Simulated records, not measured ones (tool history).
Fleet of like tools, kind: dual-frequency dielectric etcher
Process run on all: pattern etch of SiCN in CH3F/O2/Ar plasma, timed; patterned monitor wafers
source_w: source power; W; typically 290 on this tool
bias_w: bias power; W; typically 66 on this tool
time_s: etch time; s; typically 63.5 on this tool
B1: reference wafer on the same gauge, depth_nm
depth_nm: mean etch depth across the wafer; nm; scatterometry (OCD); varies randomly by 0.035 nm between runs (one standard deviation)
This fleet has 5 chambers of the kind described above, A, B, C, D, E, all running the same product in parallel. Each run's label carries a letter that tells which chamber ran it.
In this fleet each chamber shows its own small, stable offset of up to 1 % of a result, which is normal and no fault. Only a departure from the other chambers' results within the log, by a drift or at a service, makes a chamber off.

run 1A hour=5.5 | source_w=290 bias_w=66 time_s=63.5 | B1=17.505 | depth_nm=20.625
run 2C hour=9.2 | source_w=290 bias_w=66 time_s=63.5 | B1=17.503 | depth_nm=20.355
run 3E hour=16.2 | source_w=290 bias_w=66 time_s=63.5 | B1=17.514 | depth_nm=20.464
run 4B hour=23.5 | source_w=290 bias_w=66 time_s=63.5 | B1=17.513 | depth_nm=20.631
run 5D hour=30.8 | source_w=290 bias_w=66 time_s=63.5 | B1=17.521 | depth_nm=20.494
run 6C hour=36 | source_w=290 bias_w=66 time_s=63.5 | B1=17.533 | depth_nm=20.344
run 7A hour=41.4 | source_w=290 bias_w=66 time_s=63.5 | B1=17.521 | depth_nm=20.694
run 8B hour=46.4 | source_w=290 bias_w=66 time_s=63.5 | B1=17.532 | depth_nm=20.568
run 9E hour=52.9 | source_w=290 bias_w=66 time_s=63.5 | B1=17.538 | depth_nm=20.54
run 10D hour=58.5 | source_w=290 bias_w=66 time_s=63.5 | B1=17.54 | depth_nm=20.526
run 11C hour=65.7 | source_w=290 bias_w=66 time_s=69.5 | B1=17.543 | depth_nm=22.273
run 12E hour=72.5 | source_w=290 bias_w=66 time_s=69.5 | B1=17.551 | depth_nm=22.426
-- hour=76.3 chamber E: wet clean of the chamber
run 13A hour=78.7 | source_w=290 bias_w=66 time_s=69.5 | B1=17.551 | depth_nm=22.579
run 14B hour=84.1 | source_w=290 bias_w=66 time_s=69.5 | B1=17.55 | depth_nm=22.509
run 15D hour=90.6 | source_w=290 bias_w=66 time_s=69.5 | B1=17.561 | depth_nm=22.549
run 16D hour=96.5 | source_w=290 bias_w=66 time_s=63.5 | B1=17.565 | depth_nm=20.549
run 17C hour=102 | source_w=290 bias_w=66 time_s=63.5 | B1=17.57 | depth_nm=20.375
run 18A hour=105.3 | source_w=290 bias_w=80 time_s=63.5 | B1=17.568 | depth_nm=22.182
run 19E hour=109 | source_w=290 bias_w=80 time_s=63.5 | B1=17.567 | depth_nm=22.031
run 20B hour=112.5 | source_w=290 bias_w=80 time_s=63.5 | B1=17.571 | depth_nm=22.092
run 21B hour=116.3 | source_w=290 bias_w=80 time_s=63.5 | B1=17.585 | depth_nm=22.149
run 22E hour=121.4 | source_w=290 bias_w=80 time_s=63.5 | B1=17.587 | depth_nm=22.059
run 23A hour=124.9 | source_w=290 bias_w=66 time_s=63.5 | B1=17.585 | depth_nm=20.723
run 24C hour=129.2 | source_w=290 bias_w=66 time_s=63.5 | B1=17.596 | depth_nm=20.439
run 25D hour=133.8 | source_w=320 bias_w=66 time_s=63.5 | B1=17.598 | depth_nm=21.371
run 26E hour=137.6 | source_w=320 bias_w=66 time_s=63.5 | B1=17.587 | depth_nm=21.318
run 27A hour=142.4 | source_w=320 bias_w=66 time_s=63.5 | B1=17.592 | depth_nm=21.441
run 28B hour=146.3 | source_w=320 bias_w=66 time_s=63.5 | B1=17.6 | depth_nm=21.403
run 29D hour=151 | source_w=320 bias_w=66 time_s=63.5 | B1=17.606 | depth_nm=21.402
run 30C hour=156.9 | source_w=290 bias_w=66 time_s=63.5 | B1=17.615 | depth_nm=20.412
run 31E hour=162.2 | source_w=290 bias_w=66 time_s=63.5 | B1=17.609 | depth_nm=20.635
run 32C hour=168.8 | source_w=290 bias_w=66 time_s=63.5 | B1=17.609 | depth_nm=20.51
run 33B hour=174.7 | source_w=290 bias_w=66 time_s=63.5 | B1=17.612 | depth_nm=20.734
run 34A hour=181.6 | source_w=290 bias_w=66 time_s=63.5 | B1=17.622 | depth_nm=20.753

Is one chamber off against the others, does the gauge drift, or is nothing wrong? If a chamber is off, say which, and what the likeliest cause is.

Every chamber seems to shift together because the gauge that measures them all drifts; the chambers themselves are fine.
Cause: gauge reads high (%) = 0.711.
